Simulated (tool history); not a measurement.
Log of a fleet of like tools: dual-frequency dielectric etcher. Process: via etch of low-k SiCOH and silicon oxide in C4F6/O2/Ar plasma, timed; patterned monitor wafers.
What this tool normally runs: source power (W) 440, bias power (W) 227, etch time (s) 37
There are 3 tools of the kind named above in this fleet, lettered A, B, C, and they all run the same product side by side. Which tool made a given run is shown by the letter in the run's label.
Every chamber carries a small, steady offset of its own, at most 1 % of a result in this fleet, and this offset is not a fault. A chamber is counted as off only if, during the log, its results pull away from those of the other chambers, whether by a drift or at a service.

run   hour  source power (W)  bias power (W)  etch time (s)  hours since the last wet clean  hours since the last source power generator calibration  hours since the last bias power generator calibration  read-back reference wafer on the same gauge, depth_nm  mean etch depth across the wafer (Å)
 1B    7.2               440             227             37                           221.9                                                   3050.5                                                 2858.6                                                 84.631                                 980.1
 2C   14.2               440             227             37                           292.4                                                     51.5                                                 3329.5                                                 84.588                                 974.1
 3A   21.6               440             227             37                           266.3                                                   1301.7                                                  697.6                                                 84.596                                973.94
 4C   30.5               440             227             37                           308.7                                                     67.8                                                 3345.8                                                 84.588                                975.66
 5A     36               440             227             37                           280.7                                                   1316.1                                                    712                                                 84.612                                969.33
 6B   46.5               440             173           27.5                           261.2                                                   3089.8                                                 2897.9                                                 84.601                                665.45
 7C     55               440             173           27.5                           333.2                                                     92.3                                                 3370.3                                                 84.564                                664.02
 8B   60.3               440             173           27.5                             275                                                   3103.6                                                 2911.7                                                 84.561                                664.36
 9A   66.7               440             227             37                           311.4                                                   1346.8                                                  742.7                                                 84.594                                971.51
10A   75.3               440             227             37                             320                                                   1355.4                                                  751.3                                                 84.554                                970.45
11B   86.6               440             227             37                           301.3                                                   3129.9                                                   2938                                                 84.627                                978.63
12C   96.7               440             227             37                           374.9                                                      134                                                   3412                                                 84.626                                970.34
     102.2  -- chamber A: wet clean of the chamber
13B  105.7               440             227             37                           320.4                                                     3149                                                 2957.1                                                 84.605                                975.78
14C  111.7               440             227             37                           389.9                                                      149                                                   3427                                                 84.623                                974.32
15A  117.7               440             227             37                            15.6                                                   1397.8                                                  793.7                                                 84.547                                971.63
16C  123.5               470             227             37                           401.7                                                    160.8                                                 3438.8                                                 84.615                                999.32
17B    130               470             227             37                           344.7                                                   3173.3                                                 2981.4                                                 84.584                                1004.2
18A  138.4               470             227             37                            36.3                                                   1418.5                                                  814.4                                                 84.609                                999.17
19B  144.6               440             227             37                           359.3                                                   3187.9                                                   2996                                                 84.569                                978.17
20C  152.7               440             227             37                           430.9                                                      190                                                   3468                                                 84.638                                975.86
21A  162.2               380             227           33.5                            60.1                                                   1442.3                                                  838.2                                                 84.569                                 829.5
22C  169.3               380             227           33.5                           447.5                                                    206.6                                                 3484.6                                                  84.57                                833.08
23B  174.9               380             227           33.5                           389.6                                                   3218.2                                                 3026.3                                                 84.633                                836.93
24A  180.9               440             227             37                            78.8                                                     1461                                                  856.9                                                 84.625                                971.48
25C  186.4               440             227             37                           464.6                                                    223.7                                                 3501.7                                                 84.665                                974.98
     191.4  -- chamber C: bias power generator calibrated
26B  196.2               440             227             37                           410.9                                                   3239.5                                                 3047.6                                                 84.626                                 978.7
27A  205.1               440             227             37                             103                                                   1485.2                                                  881.1                                                  84.58                                975.21
28B  212.2               440             227             37                           426.9                                                   3255.5                                                 3063.6                                                 84.567                                980.06
     216.9  -- chamber C: wet clean of the chamber
29C  222.2               440             227             37                             5.3                                                    259.5                                                   30.9                                                 84.565                                977.46
       225  -- chamber B: source power generator calibrated
30A  232.7               440             227             37                           130.6                                                   1512.8                                                  908.7                                                 84.614                                971.08
31B  238.4               500             227             45                           453.1                                                     13.4                                                 3089.8                                                 84.616                                1248.9
32A  243.6               500             227             45                           141.5                                                   1523.7                                                  919.6                                                 84.613                                1238.6
33C  250.2               500             227             45                            33.3                                                    287.5                                                   58.9                                                 84.636                                1246.5
34C  256.7               440             227             37                            39.8                                                      294                                                   65.4                                                 84.552                                976.55
35A  264.9               440             227             37                           162.8                                                     1545                                                  940.9                                                   84.6                                968.43

Which is it: a chamber that has drifted or been left off by a service, a gauge drift common to all chambers, or only each chamber's usual small offset? If a chamber is off, name it and its likeliest cause.

All chambers stay in line apart from their small fixed offsets, and the gauge does not drift.
